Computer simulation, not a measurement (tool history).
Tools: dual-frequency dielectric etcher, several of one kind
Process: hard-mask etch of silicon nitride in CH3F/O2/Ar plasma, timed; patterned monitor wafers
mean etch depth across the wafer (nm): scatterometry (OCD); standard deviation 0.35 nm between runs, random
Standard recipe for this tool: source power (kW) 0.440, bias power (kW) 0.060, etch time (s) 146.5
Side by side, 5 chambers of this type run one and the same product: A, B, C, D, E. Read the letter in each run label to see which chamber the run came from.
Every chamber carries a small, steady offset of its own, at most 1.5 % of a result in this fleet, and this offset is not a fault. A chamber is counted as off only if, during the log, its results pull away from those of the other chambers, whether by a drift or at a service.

run   hour  source power (kW)  bias power (kW)  etch time (s)  read-back reference wafer on the same gauge, depth_nm  mean etch depth across the wafer (nm)
 1D   10.4              0.440            0.060          146.5                                                 107.02                                100.390
      17.1  -- chamber A: wet clean of the chamber
 2B   23.7              0.440            0.060          146.5                                                 107.01                                100.090
 3C   37.0              0.440            0.060          146.5                                                 106.94                                100.930
 4A   47.7              0.440            0.060          146.5                                                 106.91                                100.920
 5E   58.4              0.440            0.060          146.5                                                 107.05                                100.700
 6B   69.2              0.440            0.060          146.5                                                 107.06                                 99.736
 7C   75.5              0.530            0.072          146.5                                                 106.88                                114.350
 8E   81.8              0.530            0.072          146.5                                                 106.93                                114.350
 9A   89.6              0.530            0.072          146.5                                                 106.99                                115.490
10D   95.7              0.530            0.072          146.5                                                 107.01                                114.410
11C  102.7              0.530            0.072          146.5                                                 106.95                                115.120
12E  112.9              0.440            0.060          146.5                                                 106.99                                100.480
13B  122.1              0.440            0.060          131.0                                                 107.01                                 89.169
14D  134.1              0.440            0.060          131.0                                                 107.05                                 90.448
15A  146.2              0.440            0.060          131.0                                                 107.00                                 90.546
16B  154.3              0.440            0.060          131.0                                                 107.01                                 89.278
17C  168.0              0.440            0.060          131.0                                                 106.91                                 90.064
18D  181.1              0.440            0.060          146.5                                                 107.01                                 99.930
19E  187.8              0.440            0.060          146.5                                                 107.08                                100.740
20A  200.2              0.330            0.060          176.0                                                 106.94                                108.220
21E  211.6              0.330            0.060          176.0                                                 106.99                                107.740
22D  222.4              0.330            0.060          176.0                                                 107.09                                107.470
23C  233.8              0.330            0.060          176.0                                                 107.01                                109.000
24B  247.0              0.330            0.060          176.0                                                 107.07                                106.500
     252.4  -- chamber B: wet clean of the chamber
25A  255.6              0.440            0.060          146.5                                                 107.09                                100.930
     266.9  -- chamber E: wet clean of the chamber
26A  267.1              0.440            0.060          146.5                                                 106.96                                100.810
27B  280.3              0.440            0.060          146.5                                                 107.03                                 99.003
28E  288.9              0.440            0.060          146.5                                                 107.01                                 97.686
29C  302.0              0.440            0.060          146.5                                                 107.03                                100.980
     302.6  -- chamber D: wet clean of the chamber
30D  310.1              0.440            0.060          146.5                                                 107.01                                100.350
31A  316.3              0.440            0.060          146.5                                                 106.98                                101.250
32D  325.5              0.440            0.060          146.5                                                 106.96                                 99.946
33B  336.6              0.440            0.060          146.5                                                 107.07                                100.270
34C  344.2              0.440            0.060          146.5                                                 106.99                                101.590
35E  356.9              0.440            0.060          146.5                                                 107.11                                 97.590
     364.4  -- chamber E: bias power generator calibrated
36C  364.9              0.440            0.060          146.5                                                 106.98                                100.550
37A  374.0              0.440            0.060          146.5                                                 107.02                                101.650
38B  386.4              0.440            0.060          146.5                                                 106.92                                100.330
39D  396.7              0.440            0.060          146.5                                                 106.97                                100.800
40E  409.7              0.440            0.060          146.5                                                 107.07                                 97.217
41E  421.0              0.440            0.060          146.5                                                 106.89                                 97.307
42A  433.3              0.440            0.060          146.5                                                 106.98                                101.090
43C  446.9              0.440            0.060          146.5                                                 106.96                                100.820
44B  459.0              0.440            0.060          146.5                                                 106.98                                100.570

Is one chamber off against the others, does the gauge drift, or is nothing wrong? If a chamber is off, say which, and what the likeliest cause is.

After it was serviced, chamber E no longer matches the other chambers.
What lies behind it: etch rate under this chamber's usual, % = 2.73.

Here are 4 candidates for chamber E's next run, each the usual settings with a change, their results left as question marks. Which one brings its results back in line with what the others give on the usual settings?
In-line tolerance around the mean of the other chambers on the usual settings: mean etch depth across the wafer (nm) 1.200
45E-1  468.9              0.440            0.060          142.0                                                                                             ?
45E-2  468.9              0.450            0.061          153.0                                                                                             ?
45E-3  468.9              0.440            0.060          139.0                                                                                             ?
45E-4  468.9              0.440            0.060          150.5                                                                                             ?

The mean the other chambers reach with the usual settings: mean etch depth across the wafer (nm) 100.510
  run  mean etch depth across the wafer (nm)
45E-1                                 94.484
45E-2                                103.230
45E-3                                 92.488
45E-4                                100.140
The right change is 45E-4: it brings the chamber back within the allowed miss of the others.
